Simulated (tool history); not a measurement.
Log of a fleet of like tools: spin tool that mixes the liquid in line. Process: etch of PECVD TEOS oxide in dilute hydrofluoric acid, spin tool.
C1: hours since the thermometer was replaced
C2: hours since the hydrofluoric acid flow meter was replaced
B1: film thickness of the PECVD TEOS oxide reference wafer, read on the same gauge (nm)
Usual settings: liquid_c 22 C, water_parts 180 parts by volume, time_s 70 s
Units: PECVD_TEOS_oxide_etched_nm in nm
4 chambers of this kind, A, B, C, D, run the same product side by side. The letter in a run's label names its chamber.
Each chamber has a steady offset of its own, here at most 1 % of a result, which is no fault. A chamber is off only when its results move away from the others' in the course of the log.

Run 1D, hour 6.7: usual settings; C1 683.8; C2 1274.2; B1 79.995. Result: PECVD_TEOS_oxide_etched_nm 5.9931 nm.
At hour 14: chamber C: thermometer replaced.
Run 2C, hour 17.8: usual settings; C1 3.9; C2 2007.9; B1 80.026. Result: PECVD_TEOS_oxide_etched_nm 5.9417 nm.
Run 3A, hour 23.2: usual settings; C1 567.6; C2 1040.4; B1 79.992. Result: PECVD_TEOS_oxide_etched_nm 5.8991 nm.
Run 4B, hour 30.2: usual settings; C1 2096.8; C2 1489.4; B1 79.988. Result: PECVD_TEOS_oxide_etched_nm 6.0567 nm.
Run 5D, hour 40.4: usual settings; C1 717.5; C2 1307.9; B1 79.976. Result: PECVD_TEOS_oxide_etched_nm 5.8802 nm.
Run 6B, hour 47.4: usual settings but liquid_c 20 C; C1 2114; C2 1506.6; B1 80.016. Result: PECVD_TEOS_oxide_etched_nm 5.4839 nm.
Run 7C, hour 53: usual settings but liquid_c 20 C; C1 39.1; C2 2043.1; B1 80.019. Result: PECVD_TEOS_oxide_etched_nm 5.448 nm.
Run 8A, hour 62.3: usual settings but liquid_c 20 C; C1 606.7; C2 1079.5; B1 79.997. Result: PECVD_TEOS_oxide_etched_nm 5.4583 nm.
Run 9C, hour 69.6: usual settings but liquid_c 20 C; C1 55.7; C2 2059.7; B1 79.999. Result: PECVD_TEOS_oxide_etched_nm 5.4923 nm.
Run 10A, hour 81.4: usual settings but water_parts 105 parts by volume; C1 625.8; C2 1098.6; B1 79.956. Result: PECVD_TEOS_oxide_etched_nm 11.242 nm.
Run 11B, hour 88.7: usual settings but water_parts 105 parts by volume; C1 2155.3; C2 1547.9; B1 79.99. Result: PECVD_TEOS_oxide_etched_nm 11.141 nm.
Run 12D, hour 98.4: usual settings but water_parts 105 parts by volume; C1 775.5; C2 1365.9; B1 79.995. Result: PECVD_TEOS_oxide_etched_nm 11.141 nm.
Run 13B, hour 107.6: usual settings but water_parts 105 parts by volume; C1 2174.2; C2 1566.8; B1 80. Result: PECVD_TEOS_oxide_etched_nm 11.078 nm.
Run 14C, hour 119.7: usual settings; C1 105.8; C2 2109.8; B1 79.989. Result: PECVD_TEOS_oxide_etched_nm 5.863 nm.
Run 15D, hour 125.8: usual settings; C1 802.9; C2 1393.3; B1 80.006. Result: PECVD_TEOS_oxide_etched_nm 5.9427 nm.
Run 16A, hour 137.7: usual settings; C1 682.1; C2 1154.9; B1 79.966. Result: PECVD_TEOS_oxide_etched_nm 5.9009 nm.
Run 17B, hour 144.5: usual settings but liquid_c 24.5 C, water_parts 155 parts by volume; C1 2211.1; C2 1603.7; B1 80.022. Result: PECVD_TEOS_oxide_etched_nm 7.927 nm.
Run 18A, hour 152.9: usual settings but liquid_c 24.5 C, water_parts 155 parts by volume; C1 697.3; C2 1170.1; B1 79.997. Result: PECVD_TEOS_oxide_etched_nm 7.8693 nm.
Run 19C, hour 163.3: usual settings but liquid_c 24.5 C, water_parts 155 parts by volume; C1 149.4; C2 2153.4; B1 80.041. Result: PECVD_TEOS_oxide_etched_nm 7.7796 nm.
Run 20D, hour 175.3: usual settings but liquid_c 24.5 C, water_parts 155 parts by volume; C1 852.4; C2 1442.8; B1 80.003. Result: PECVD_TEOS_oxide_etched_nm 7.9906 nm.
Run 21A, hour 185.4: usual settings; C1 729.8; C2 1202.6; B1 79.991. Result: PECVD_TEOS_oxide_etched_nm 6.0466 nm.
Run 22B, hour 196.9: usual settings; C1 2263.5; C2 1656.1; B1 79.999. Result: PECVD_TEOS_oxide_etched_nm 5.9676 nm.
Run 23C, hour 205.9: usual settings; C1 192; C2 2196; B1 79.979. Result: PECVD_TEOS_oxide_etched_nm 6.0386 nm.
Run 24D, hour 212: usual settings; C1 889.1; C2 1479.5; B1 79.999. Result: PECVD_TEOS_oxide_etched_nm 6.0477 nm.
Run 25C, hour 221.4: usual settings but liquid_c 19 C, time_s 85 s; C1 207.5; C2 2211.5; B1 79.987. Result: PECVD_TEOS_oxide_etched_nm 6.4049 nm.
Run 26B, hour 233.2: usual settings but liquid_c 19 C, time_s 85 s; C1 2299.8; C2 1692.4; B1 79.978. Result: PECVD_TEOS_oxide_etched_nm 6.3512 nm.
Run 27D, hour 243.9: usual settings but liquid_c 19 C, time_s 85 s; C1 921; C2 1511.4; B1 80.019. Result: PECVD_TEOS_oxide_etched_nm 6.4623 nm.
Run 28A, hour 251.9: usual settings but liquid_c 19 C, time_s 85 s; C1 796.3; C2 1269.1; B1 80.004. Result: PECVD_TEOS_oxide_etched_nm 6.5217 nm.
Run 29B, hour 258.7: usual settings; C1 2325.3; C2 1717.9; B1 80.031. Result: PECVD_TEOS_oxide_etched_nm 5.9144 nm.
Run 30D, hour 265.2: usual settings but liquid_c 17 C; C1 942.3; C2 1532.7; B1 80.022. Result: PECVD_TEOS_oxide_etched_nm 4.921 nm.
Run 31C, hour 272.7: usual settings but liquid_c 17 C; C1 258.8; C2 2262.8; B1 79.941. Result: PECVD_TEOS_oxide_etched_nm 4.8632 nm.
Run 32A, hour 283.8: usual settings but liquid_c 17 C; C1 828.2; C2 1301; B1 79.984. Result: PECVD_TEOS_oxide_etched_nm 4.8416 nm.
Run 33C, hour 290.7: usual settings but liquid_c 17 C; C1 276.8; C2 2280.8; B1 80.023. Result: PECVD_TEOS_oxide_etched_nm 4.8679 nm.
Run 34A, hour 300.1: usual settings; C1 844.5; C2 1317.3; B1 80.045. Result: PECVD_TEOS_oxide_etched_nm 5.9664 nm.
Run 35B, hour 307: usual settings; C1 2373.6; C2 1766.2; B1 80.002. Result: PECVD_TEOS_oxide_etched_nm 5.9107 nm.
At hour 316.1: chamber D: thermometer replaced.
Run 36D, hour 318.3: usual settings; C1 2.3; C2 1585.8; B1 80.007. Result: PECVD_TEOS_oxide_etched_nm 5.9038 nm.
Run 37B, hour 324.6: usual settings; C1 2391.2; C2 1783.8; B1 79.986. Result: PECVD_TEOS_oxide_etched_nm 5.8898 nm.
Run 38A, hour 335.7: usual settings; C1 880.1; C2 1352.9; B1 80.012. Result: PECVD_TEOS_oxide_etched_nm 5.9626 nm.

Is one chamber off against the others, does the gauge drift, or is nothing wrong? If a chamber is off, say which, and what the likeliest cause is.

No chamber stands off beyond its own small offset, and the gauge holds steady.
